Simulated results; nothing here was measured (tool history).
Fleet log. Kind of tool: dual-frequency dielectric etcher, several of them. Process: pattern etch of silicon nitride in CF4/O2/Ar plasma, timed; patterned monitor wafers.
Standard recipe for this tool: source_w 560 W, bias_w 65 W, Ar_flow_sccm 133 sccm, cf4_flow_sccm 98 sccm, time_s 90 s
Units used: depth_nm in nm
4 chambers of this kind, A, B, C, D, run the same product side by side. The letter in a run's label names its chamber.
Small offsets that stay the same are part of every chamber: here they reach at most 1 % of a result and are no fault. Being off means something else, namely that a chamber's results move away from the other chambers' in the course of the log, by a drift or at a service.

run,hour,source_w,bias_w,Ar_flow_sccm,cf4_flow_sccm,time_s,"read-back reference wafer on the same gauge, depth_nm",depth_nm
1C,2.9,560,65,133,98,90,221.06,198.87
2B,5.9,560,65,133,98,90,221.08,197.42
3D,10.5,560,65,133,98,90,220.94,201.64
4A,14.3,560,65,133,98,90,220.93,201.15
5B,19.1,560,65,133,98,90,221.09,199.13
6A,21.8,560,65,133,98,90,221.18,202.72
7D,25.1,560,65,133,98,90,220.99,201.61
8C,29.7,560,65,133,98,90,220.69,200.47
9D,32.5,560,65,133,98,90,221.06,202.49
10C,35.7,560,65,133,98,90,221.13,200.38
11A,38.7,560,65,133,98,90,220.80,203.88
12B,41.3,560,65,133,98,90,220.84,199.47
13D,45.4,560,65,133,98,90,220.72,202.44
14C,50.0,560,65,133,98,90,220.75,200.81
15B,54.4,670,51,133,98,90,220.91,211.26
16A,58.5,670,51,133,98,90,221.01,214.37
17D,62.2,670,51,133,98,90,220.93,212.98
18C,64.9,670,51,133,98,90,221.36,210.21
19B,68.9,560,65,133,98,90,221.20,200.08
20A,72.8,560,65,133,98,90,221.26,202.21
# hour 76.4: chamber C: wet clean of the chamber
21B,78.0,560,65,133,98,90,221.11,196.82
22D,82.2,560,65,133,98,90,221.03,201.85
23C,84.8,560,65,133,98,90,221.22,201.28
24A,90.1,560,65,133,98,90,221.09,201.30
25D,93.0,560,65,133,98,90,220.94,203.01
26C,97.1,560,65,133,98,90,220.87,199.93
27A,99.6,560,65,133,98,90,221.23,203.32
28B,104.9,560,65,133,98,90,221.03,199.28
29A,109.0,560,65,133,98,90,220.99,202.20
# hour 111.9: chamber D: wet clean of the chamber
30D,112.3,560,65,133,98,90,220.66,200.97
31C,115.7,560,77,133,77,90,221.31,209.79
32B,119.4,560,77,133,77,90,220.94,207.90
33B,124.4,560,77,133,77,90,221.00,207.59
34D,128.4,560,77,133,77,90,220.91,210.81
35C,133.1,560,65,133,98,90,221.32,201.92
36A,137.8,560,65,133,98,90,221.22,201.54
37D,141.7,620,65,103,98,90,221.30,229.00
38C,144.9,620,65,103,98,90,220.94,225.80
39B,147.6,620,65,103,98,90,221.11,224.06
40A,152.9,620,65,103,98,90,221.14,226.44
41B,157.7,560,65,133,98,90,220.97,199.98
42D,162.8,560,65,133,98,90,220.52,201.04

Has any chamber moved away from the others, gradually or after a service, or does the common gauge drift, or do the chambers differ only by their own small steady offsets? State the chamber and the most likely cause if one applies.

No chamber stands off beyond its own small offset, and the gauge holds steady.
